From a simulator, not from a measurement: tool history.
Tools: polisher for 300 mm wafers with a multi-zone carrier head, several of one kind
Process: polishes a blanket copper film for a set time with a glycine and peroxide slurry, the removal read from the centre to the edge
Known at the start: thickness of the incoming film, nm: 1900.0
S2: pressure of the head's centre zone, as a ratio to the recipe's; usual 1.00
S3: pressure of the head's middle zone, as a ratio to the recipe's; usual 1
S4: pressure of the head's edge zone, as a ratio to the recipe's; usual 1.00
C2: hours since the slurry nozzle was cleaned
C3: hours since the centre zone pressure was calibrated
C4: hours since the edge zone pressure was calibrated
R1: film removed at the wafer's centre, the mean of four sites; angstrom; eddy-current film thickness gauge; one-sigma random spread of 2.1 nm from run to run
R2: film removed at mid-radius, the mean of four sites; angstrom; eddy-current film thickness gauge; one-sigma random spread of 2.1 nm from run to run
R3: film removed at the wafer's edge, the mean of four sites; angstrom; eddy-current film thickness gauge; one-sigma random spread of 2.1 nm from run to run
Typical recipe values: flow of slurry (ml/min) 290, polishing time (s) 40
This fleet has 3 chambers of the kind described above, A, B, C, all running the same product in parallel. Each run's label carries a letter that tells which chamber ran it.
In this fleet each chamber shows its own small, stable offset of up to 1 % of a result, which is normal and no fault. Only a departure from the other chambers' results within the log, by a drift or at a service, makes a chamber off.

run 1C hour=6.2 | flow_of_slurry_(ml/min)=290 S2=1.00 S3=1 S4=1.00 polishing_time_(s)=40 | wafers_polished_on_this_pad=506 C2=285.3 C3=309.8 C4=108.0 | R1=2719.5 R2=2631.4 R3=2672.7
run 2B hour=12.1 | flow_of_slurry_(ml/min)=290 S2=1.00 S3=1 S4=1.00 polishing_time_(s)=40 | wafers_polished_on_this_pad=343 C2=447.1 C3=908.3 C4=243.0 | R1=2678.9 R2=2649.3 R3=2685.6
run 3A hour=17.0 | flow_of_slurry_(ml/min)=290 S2=1.00 S3=1 S4=1.00 polishing_time_(s)=40 | wafers_polished_on_this_pad=411 C2=123.0 C3=653.7 C4=745.2 | R1=2689.0 R2=2703.5 R3=2671.6
run 4A hour=23.8 | flow_of_slurry_(ml/min)=290 S2=1.00 S3=1 S4=1.00 polishing_time_(s)=40 | wafers_polished_on_this_pad=495 C2=129.8 C3=660.5 C4=752.0 | R1=2643.8 R2=2656.5 R3=2682.3
run 5B hour=31.0 | flow_of_slurry_(ml/min)=290 S2=1.00 S3=1 S4=1.00 polishing_time_(s)=40 | wafers_polished_on_this_pad=578 C2=466.0 C3=927.2 C4=261.9 | R1=2675.1 R2=2619.5 R3=2702.6
run 6C hour=37.4 | flow_of_slurry_(ml/min)=290 S2=1.00 S3=1 S4=1.00 polishing_time_(s)=40 | wafers_polished_on_this_pad=893 C2=316.5 C3=341.0 C4=139.2 | R1=2711.5 R2=2693.3 R3=2698.3
-- hour=38.2 chamber C: worn pad replaced by a new one
run 7C hour=42.1 | flow_of_slurry_(ml/min)=290 S2=1.00 S3=1 S4=1.00 polishing_time_(s)=40 | wafers_polished_on_this_pad=48 C2=321.2 C3=345.7 C4=143.9 | R1=2687.3 R2=2690.2 R3=2692.3
run 8B hour=45.7 | flow_of_slurry_(ml/min)=290 S2=1.00 S3=1 S4=1.00 polishing_time_(s)=40 | wafers_polished_on_this_pad=761 C2=480.7 C3=941.9 C4=276.6 | R1=2654.0 R2=2630.9 R3=2674.8
run 9A hour=49.9 | flow_of_slurry_(ml/min)=290 S2=1.00 S3=1 S4=1.00 polishing_time_(s)=40 | wafers_polished_on_this_pad=819 C2=155.9 C3=686.6 C4=778.1 | R1=2680.0 R2=2713.5 R3=2682.0
-- hour=50.9 chamber A: worn pad replaced by a new one
run 10C hour=53.9 | flow_of_slurry_(ml/min)=290 S2=1.00 S3=1 S4=1.00 polishing_time_(s)=40 | wafers_polished_on_this_pad=195 C2=333.0 C3=357.5 C4=155.7 | R1=2701.2 R2=2657.0 R3=2687.6
run 11A hour=59.2 | flow_of_slurry_(ml/min)=290 S2=1.00 S3=1 S4=1.00 polishing_time_(s)=40 | wafers_polished_on_this_pad=103 C2=165.2 C3=695.9 C4=787.4 | R1=2656.7 R2=2667.4 R3=2702.3
-- hour=60.1 chamber B: worn pad replaced by a new one
run 12B hour=64.3 | flow_of_slurry_(ml/min)=290 S2=1.00 S3=1 S4=1.00 polishing_time_(s)=40 | wafers_polished_on_this_pad=53 C2=499.3 C3=960.5 C4=295.2 | R1=2646.4 R2=2659.1 R3=2672.4
run 13B hour=72.0 | flow_of_slurry_(ml/min)=290 S2=1.00 S3=1 S4=1.00 polishing_time_(s)=40 | wafers_polished_on_this_pad=148 C2=507.0 C3=968.2 C4=302.9 | R1=2665.1 R2=2682.1 R3=2693.4
run 14C hour=76.3 | flow_of_slurry_(ml/min)=290 S2=1.00 S3=1 S4=1.00 polishing_time_(s)=40 | wafers_polished_on_this_pad=473 C2=355.4 C3=379.9 C4=178.1 | R1=2680.5 R2=2654.6 R3=2671.4
run 15A hour=80.7 | flow_of_slurry_(ml/min)=250 S2=1.00 S3=1 S4=1.00 polishing_time_(s)=40 | wafers_polished_on_this_pad=370 C2=186.7 C3=717.4 C4=808.9 | R1=2621.0 R2=2661.9 R3=2680.8
run 16A hour=85.5 | flow_of_slurry_(ml/min)=250 S2=1.00 S3=1 S4=1.00 polishing_time_(s)=40 | wafers_polished_on_this_pad=430 C2=191.5 C3=722.2 C4=813.7 | R1=2638.7 R2=2665.1 R3=2658.4
run 17B hour=90.5 | flow_of_slurry_(ml/min)=250 S2=1.00 S3=1 S4=1.00 polishing_time_(s)=40 | wafers_polished_on_this_pad=378 C2=525.5 C3=986.7 C4=321.4 | R1=2631.0 R2=2617.3 R3=2626.9
run 18C hour=97.5 | flow_of_slurry_(ml/min)=290 S2=1.00 S3=1 S4=1.00 polishing_time_(s)=40 | wafers_polished_on_this_pad=736 C2=376.6 C3=401.1 C4=199.3 | R1=2707.5 R2=2689.1 R3=2665.1
run 19C hour=104.4 | flow_of_slurry_(ml/min)=290 S2=1.00 S3=1 S4=1.00 polishing_time_(s)=40 | wafers_polished_on_this_pad=822 C2=383.5 C3=408.0 C4=206.2 | R1=2726.4 R2=2651.3 R3=2674.1
run 20B hour=111.4 | flow_of_slurry_(ml/min)=290 S2=1.00 S3=1 S4=1.04 polishing_time_(s)=32 | wafers_polished_on_this_pad=638 C2=546.4 C3=1007.6 C4=342.3 | R1=2098.4 R2=2150.3 R3=2187.1
run 21A hour=118.7 | flow_of_slurry_(ml/min)=290 S2=1.00 S3=1 S4=1.04 polishing_time_(s)=32 | wafers_polished_on_this_pad=842 C2=224.7 C3=755.4 C4=846.9 | R1=2140.1 R2=2122.7 R3=2205.5

The same settings go to every chamber for the next run, one line per chamber below. Forecast the results for each:
run 22A hour=124.4 | flow_of_slurry_(ml/min)=290 S2=0.96 S3=1 S4=1.00 polishing_time_(s)=40 | R1=? R2=? R3=?
run 22B hour=124.4 | flow_of_slurry_(ml/min)=290 S2=0.96 S3=1 S4=1.00 polishing_time_(s)=40 | R1=? R2=? R3=?
run 22C hour=124.4 | flow_of_slurry_(ml/min)=290 S2=0.96 S3=1 S4=1.00 polishing_time_(s)=40 | R1=? R2=? R3=?

run=22A R1=2524.9 R2=2724.2 R3=2683.0
run=22B R1=2544.9 R2=2654.5 R3=2655.0
run=22C R1=2588.2 R2=2673.7 R3=2682.9

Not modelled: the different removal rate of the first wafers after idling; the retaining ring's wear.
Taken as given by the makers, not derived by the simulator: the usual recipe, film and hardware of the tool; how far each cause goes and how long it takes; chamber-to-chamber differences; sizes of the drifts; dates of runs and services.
